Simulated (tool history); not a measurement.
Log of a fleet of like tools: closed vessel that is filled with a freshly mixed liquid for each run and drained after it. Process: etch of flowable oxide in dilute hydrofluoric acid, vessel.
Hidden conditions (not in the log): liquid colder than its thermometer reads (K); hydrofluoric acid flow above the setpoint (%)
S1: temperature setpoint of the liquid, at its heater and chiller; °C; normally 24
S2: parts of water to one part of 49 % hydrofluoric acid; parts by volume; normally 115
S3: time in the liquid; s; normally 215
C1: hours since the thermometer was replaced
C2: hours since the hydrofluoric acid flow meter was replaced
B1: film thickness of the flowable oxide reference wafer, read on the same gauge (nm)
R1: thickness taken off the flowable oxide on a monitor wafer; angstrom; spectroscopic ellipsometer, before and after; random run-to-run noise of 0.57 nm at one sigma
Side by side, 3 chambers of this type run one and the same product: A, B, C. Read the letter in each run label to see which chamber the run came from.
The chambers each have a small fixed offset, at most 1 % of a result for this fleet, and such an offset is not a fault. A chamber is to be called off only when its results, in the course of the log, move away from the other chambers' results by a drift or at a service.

run,hour,S1,S2,S3,C1,C2,B1,R1
1B,2.6,24,115,215,1665.5,613.2,59.999,601.22
2C,6.1,24,115,215,514.1,418,60.007,582.65
3A,9.6,24,115,215,403.4,236.8,59.988,603.27
4C,12.9,24,115,215,520.9,424.8,59.983,586.42
5A,16.1,24,115,215,409.9,243.3,60.007,604.73
6B,21.4,24,115,215,1684.3,632,60.01,602
7C,25.3,24,115,215,533.3,437.2,60.013,593.4
8A,29.1,24,115,215,422.9,256.3,59.994,607.98
9B,33.2,24,115,215,1696.1,643.8,59.984,595.11
10C,37.1,24,115,215,545.1,449,60.022,587.15
11A,41,24,115,215,434.8,268.2,59.987,605.18
12B,43.8,24,115,215,1706.7,654.4,60.051,594.88
13B,48.9,24,115,215,1711.8,659.5,59.975,602.21
14C,53.1,24,115,215,561.1,465,60.009,588.09
15A,56.9,24,115,215,450.7,284.1,60.011,614.32
16C,60.8,24,115,215,568.8,472.7,59.979,579.91
17A,65.6,24,115,215,459.4,292.8,60,610.22
18B,70,24,115,215,1732.9,680.6,59.977,604.4
19C,73.8,24,115,215,581.8,485.7,59.988,581.07
20A,78,24,115,215,471.8,305.2,60.002,607.03
21B,81.3,27.5,115,215,1744.2,691.9,59.999,694.54
22A,85.9,27.5,115,215,479.7,313.1,59.998,689.85
23B,88.6,27.5,115,215,1751.5,699.2,60.04,689.26
24C,93.3,24,115,95,601.3,505.2,60.015,250.91
25B,97.7,24,115,95,1760.6,708.3,60.05,265.98
26A,100.3,24,115,95,494.1,327.5,60.003,266.01
27C,104.3,24,85,215,612.3,516.2,60.016,778.37
28A,106.9,24,85,215,500.7,334.1,59.969,841.01
29C,111.6,24,85,215,619.6,523.5,60.025,784.1
30B,114.7,24,115,215,1777.6,725.3,59.985,607.8
31A,118.3,24,115,215,512.1,345.5,59.989,601.38
32B,123.4,24,115,125,1786.3,734,59.982,344.51

The same settings go to every chamber for the next run, one line per chamber below. Forecast the results for each:
33A,127.2,24,115,275,,,,?
33B,127.2,24,115,275,,,,?
33C,127.2,24,115,275,,,,?

run,R1
33A,760.23
33B,758.3
33C,700.82
